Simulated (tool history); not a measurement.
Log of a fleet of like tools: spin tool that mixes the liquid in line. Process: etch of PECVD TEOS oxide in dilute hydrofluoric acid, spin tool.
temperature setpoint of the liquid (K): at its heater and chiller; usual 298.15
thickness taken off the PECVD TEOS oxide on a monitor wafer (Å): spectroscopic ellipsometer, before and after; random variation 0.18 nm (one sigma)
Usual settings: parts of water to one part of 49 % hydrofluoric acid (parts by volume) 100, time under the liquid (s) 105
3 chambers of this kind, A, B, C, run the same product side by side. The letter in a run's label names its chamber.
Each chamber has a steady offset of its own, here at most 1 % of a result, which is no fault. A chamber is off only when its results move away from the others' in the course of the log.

run,day,temperature setpoint of the liquid (K),parts of water to one part of 49 % hydrofluoric acid (parts by volume),time under the liquid (s),hours since the thermometer was replaced,hours since the hydrofluoric acid flow meter was replaced,"read-back film thickness of the PECVD TEOS oxide reference wafer, read on the same gauge (nm)",thickness taken off the PECVD TEOS oxide on a monitor wafer (Å)
1A,0.317,298.15,100,105,920.4,1111.1,40.029,210.41
2B,0.483,298.15,100,105,746.2,134.5,39.973,211.92
3C,0.721,298.15,100,105,1438.9,412.3,39.999,209.76
4B,1,298.15,100,105,758.6,146.9,39.983,211.38
5A,1.304,298.15,100,105,944.1,1134.8,40.021,209.47
6C,1.562,298.15,100,105,1459.1,432.5,39.962,212.78
7B,1.871,298.15,100,105,779.5,167.8,40.041,210.73
8A,2.117,298.15,100,105,963.6,1154.3,40.032,211.57
9C,2.388,298.15,100,105,1478.9,452.3,40.012,211.98
10A,2.7,298.15,100,105,977.6,1168.3,39.952,209.48
11B,2.871,298.15,135,165,803.5,191.8,39.999,232.92
12C,3.158,298.15,135,165,1497.4,470.8,39.933,230.44
13C,3.425,298.15,135,165,1503.8,477.2,40.014,230.72
14B,3.696,298.15,100,135,823.3,211.6,40.014,272.77
15A,3.983,298.15,100,135,1008.4,1199.1,39.999,272.32
16B,4.242,298.15,100,135,836.4,224.7,40.002,271.99
17C,4.512,298.15,100,105,1529.9,503.3,40.013,202.5
18A,4.738,298.15,100,105,1026.5,1217.2,40.008,212.99
19B,4.929,298.15,100,105,852.9,241.2,40.006,211.02
20C,5.229,298.15,100,105,1547.1,520.5,39.98,200.68
21A,5.446,298.15,100,105,1043.5,1234.2,40.023,214.64
22A,5.675,301.65,120,105,1049,1239.7,39.993,197.38
23C,5.825,301.65,120,105,1561.4,534.8,39.989,180.88
24B,6.012,301.65,120,105,878.9,267.2,40.018,196.76
25A,6.254,298.15,100,105,1062.9,1253.6,40.059,209.98

What goes on in this fleet: one chamber off, a drifting gauge, or nothing beyond the chambers' own small offsets? Name the chamber and the cause, if any.

Chamber C drifts away from the others.
Cause: hydrofluoric acid flow below the setpoint (%) = 6.59.
The log may not tell that from: liquid colder than its thermometer reads (K).

Here are 4 candidates for chamber C's next run, each the usual settings with a change, their results left as question marks. Which one brings its results back in line with what the others give on the usual settings?
In line means no further than this from the other chambers' mean on the usual settings: thickness taken off the PECVD TEOS oxide on a monitor wafer (Å) 6.3
26C-1,6.479,296.15,100,105,,,,?
26C-2,6.479,300.15,100,105,,,,?
26C-3,6.479,298.15,90,105,,,,?
26C-4,6.479,294.65,100,105,,,,?

The other chambers' mean on the usual settings: thickness taken off the PECVD TEOS oxide on a monitor wafer (Å) 211.88
run,thickness taken off the PECVD TEOS oxide on a monitor wafer (Å)
26C-1,180.38
26C-2,211.35
26C-3,220.45
26C-4,169.73
26C-2 brings the chamber back in line.
